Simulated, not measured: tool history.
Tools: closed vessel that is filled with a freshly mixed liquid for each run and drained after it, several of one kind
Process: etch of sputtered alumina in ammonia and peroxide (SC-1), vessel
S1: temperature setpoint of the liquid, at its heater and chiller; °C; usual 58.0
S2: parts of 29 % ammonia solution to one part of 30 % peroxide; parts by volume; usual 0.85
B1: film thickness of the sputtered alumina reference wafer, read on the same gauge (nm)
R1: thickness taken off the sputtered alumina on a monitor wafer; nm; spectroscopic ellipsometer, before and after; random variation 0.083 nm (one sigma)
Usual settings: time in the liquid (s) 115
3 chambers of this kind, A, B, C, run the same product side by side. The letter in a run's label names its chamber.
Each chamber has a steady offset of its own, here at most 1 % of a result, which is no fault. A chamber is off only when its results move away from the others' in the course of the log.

Run 1A, hour 5.9: usual settings; B1 60.024. Result: R1 9.2609 nm.
Run 2B, hour 16.3: usual settings; B1 59.995. Result: R1 9.2229 nm.
Run 3C, hour 27.5: usual settings; B1 59.996. Result: R1 9.1098 nm.
Run 4C, hour 35.7: usual settings; B1 59.991. Result: R1 9.2654 nm.
Run 5A, hour 42.2: usual settings; B1 60.022. Result: R1 9.3553 nm.
Run 6B, hour 53.2: usual settings but time in the liquid (s) 80; B1 60.027. Result: R1 6.3543 nm.
Run 7C, hour 64.1: usual settings but time in the liquid (s) 80; B1 60.004. Result: R1 6.4017 nm.
Run 8B, hour 71.1: usual settings but time in the liquid (s) 80; B1 60.021. Result: R1 6.4294 nm.
At hour 73.3: chamber A: ammonia flow meter replaced.
Run 9A, hour 77.0: usual settings; B1 60.014. Result: R1 9.0973 nm.
Run 10C, hour 86.9: usual settings; B1 59.969. Result: R1 9.0978 nm.
Run 11B, hour 95.4: usual settings; B1 59.968. Result: R1 9.3101 nm.
Run 12A, hour 105.4: usual settings; B1 59.999. Result: R1 9.3076 nm.
Run 13C, hour 116.5: usual settings; B1 60.008. Result: R1 9.2051 nm.
Run 14B, hour 126.2: usual settings; B1 60.004. Result: R1 9.4438 nm.
Run 15A, hour 136.2: usual settings; B1 59.937. Result: R1 9.1571 nm.
Run 16A, hour 146.0: usual settings; B1 60.020. Result: R1 9.4727 nm.
Run 17C, hour 152.0: usual settings; B1 60.031. Result: R1 9.1380 nm.
Run 18B, hour 162.2: usual settings but S1 54.5 °C, time in the liquid (s) 155; B1 60.016. Result: R1 10.8510 nm.
Run 19A, hour 167.8: usual settings but S1 54.5 °C, time in the liquid (s) 155; B1 60.034. Result: R1 10.3770 nm.
Run 20B, hour 179.1: usual settings but S1 54.5 °C, time in the liquid (s) 155; B1 59.995. Result: R1 11.1850 nm.
Run 21C, hour 187.5: usual settings; B1 60.021. Result: R1 9.2313 nm.
Run 22C, hour 197.2: usual settings; B1 59.974. Result: R1 9.2672 nm.
Run 23B, hour 203.7: usual settings; B1 60.009. Result: R1 9.9623 nm.
Run 24A, hour 214.5: usual settings; B1 60.024. Result: R1 9.2101 nm.
Run 25C, hour 224.7: usual settings; B1 59.994. Result: R1 9.1127 nm.

Is one chamber off against the others, does the gauge drift, or is nothing wrong? If a chamber is off, say which, and what the likeliest cause is.

Chamber B drifts away from the others.
Cause: liquid hotter than its thermometer reads (K) = 1.9.

Here are 4 candidates for chamber B's next run, each the usual settings with a change, their results left as question marks. Which one brings its results back in line with what the others give on the usual settings?
In line means no further than this from the other chambers' mean on the usual settings: R1 0.2900 nm
Run 26B-1, hour 233.5: usual settings but time in the liquid (s) 110. Result: R1 ?.
Run 26B-2, hour 233.5: usual settings but S1 58.5 °C. Result: R1 ?.
Run 26B-3, hour 233.5: usual settings but time in the liquid (s) 105. Result: R1 ?.
Run 26B-4, hour 233.5: usual settings but time in the liquid (s) 125. Result: R1 ?.

The other chambers' mean on the usual settings: R1 9.2286 nm
  run       R1
26B-1   9.7027
26B-2  10.4020
26B-3   9.2617
26B-4  11.0260
26B-3 brings the chamber back in line.
